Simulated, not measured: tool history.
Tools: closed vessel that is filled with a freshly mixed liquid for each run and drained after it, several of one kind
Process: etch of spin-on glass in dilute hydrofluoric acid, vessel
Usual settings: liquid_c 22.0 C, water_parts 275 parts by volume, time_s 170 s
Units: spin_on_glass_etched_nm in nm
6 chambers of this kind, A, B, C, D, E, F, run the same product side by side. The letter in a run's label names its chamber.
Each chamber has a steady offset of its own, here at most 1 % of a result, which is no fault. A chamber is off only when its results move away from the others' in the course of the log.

run,day,liquid_c,water_parts,time_s,hours since the thermometer was replaced,hours since the hydrofluoric acid flow meter was replaced,"read-back film thickness of the spin-on glass reference wafer, read on the same gauge (nm)",spin_on_glass_etched_nm
1D,0.121,22.0,275,170,1286.6,1304.2,150.00,25.878
2C,0.288,22.0,275,170,914.9,336.8,150.03,25.796
3F,0.546,22.0,275,170,304.2,195.7,149.98,26.304
4A,0.804,22.0,275,170,173.1,119.7,150.02,26.266
5E,1.025,22.0,275,170,32.7,762.9,150.00,25.960
6B,1.175,22.0,275,170,2197.9,1005.3,150.02,26.349
7E,1.350,22.0,275,170,40.5,770.7,149.98,26.170
8F,1.550,22.0,400,245,328.3,219.8,149.99,23.392
9D,1.738,22.0,400,245,1325.4,1343.0,150.00,22.921
10A,1.875,22.0,400,245,198.8,145.4,150.02,23.025
11B,2.108,22.0,400,245,2220.3,1027.7,150.00,22.739
12C,2.300,22.0,400,245,963.2,385.1,150.02,23.524
13E,2.450,22.0,400,245,66.9,797.1,149.98,22.812
14C,2.658,22.0,275,170,971.8,393.7,150.03,25.948
15A,2.804,22.0,275,170,221.1,167.7,150.02,25.878
16F,3.071,22.0,275,170,364.8,256.3,149.97,26.138
17D,3.317,22.0,275,170,1363.3,1380.9,149.99,26.021
18B,3.500,22.0,275,170,2253.7,1061.1,150.03,26.514
19E,3.638,22.0,275,170,95.4,825.6,149.98,26.165
20F,3.858,22.0,275,170,383.7,275.2,149.99,25.937
21D,4.067,22.0,275,170,1381.3,1398.9,149.98,25.877
22B,4.217,22.0,275,170,2270.9,1078.3,150.03,26.417
23C,4.425,26.5,275,170,1014.2,436.1,150.00,30.811
24A,4.596,26.5,275,170,264.1,210.7,149.99,30.408
25C,4.758,26.5,275,170,1022.2,444.1,150.02,30.478
26E,4.992,26.5,275,170,127.9,858.1,149.98,30.498
27D,5.167,26.5,275,170,1407.7,1425.3,150.03,30.344
28F,5.417,26.5,275,170,421.1,312.6,150.01,30.666
29B,5.621,22.0,275,170,2304.6,1112.0,150.00,27.175
30A,5.800,22.0,275,170,293.0,239.6,149.99,26.252
31A,6.017,22.0,275,170,298.2,244.8,150.01,26.127
32F,6.212,22.0,275,170,440.2,331.7,150.00,26.059
33B,6.429,22.0,275,170,2324.0,1131.4,149.97,27.093
34D,6.558,26.0,275,250,1441.1,1458.7,150.00,43.514
# day 6.758: chamber D: hydrofluoric acid flow meter replaced
35E,6.792,26.0,275,250,171.1,901.3,149.98,43.630
36C,7.021,26.0,275,250,1076.5,498.4,150.01,43.552
37D,7.288,26.0,275,250,1458.6,12.7,150.01,43.337
38A,7.538,26.0,275,250,334.7,281.3,149.98,44.126
39C,7.700,26.0,275,250,1092.8,514.7,149.98,44.591
40B,7.971,22.0,275,170,2361.0,1168.4,150.01,27.290
41E,8.158,22.0,315,170,203.9,934.1,149.98,21.805
42F,8.417,22.0,315,170,493.1,384.6,149.99,22.223
43A,8.629,22.0,315,170,360.9,307.5,150.02,21.987
44F,8.758,22.0,315,170,501.3,392.8,150.01,22.110

What goes on in this fleet: one chamber off, a drifting gauge, or nothing beyond the chambers' own small offsets? Name the chamber and the cause, if any.

Chamber B drifts away from the others.
Cause: hydrofluoric acid flow above the setpoint (%) = 5.51.
The log may not tell that from: liquid hotter than its thermometer reads (K).

Here are 4 candidates for chamber B's next run, each the usual settings with a change, their results left as question marks. Which one brings its results back in line with what the others give on the usual settings?
In line means no further than this from the other chambers' mean on the usual settings: spin_on_glass_etched_nm 0.570 nm
45B-1,8.958,22.0,275,160,,,,?
45B-2,8.958,22.0,280,170,,,,?
45B-3,8.958,22.0,275,175,,,,?
45B-4,8.958,22.0,275,180,,,,?

The other chambers' mean on the usual settings: spin_on_glass_etched_nm 25.998 nm
run,spin_on_glass_etched_nm
45B-1,26.174
45B-2,27.198
45B-3,28.628
45B-4,29.446
45B-1 brings the chamber back in line.
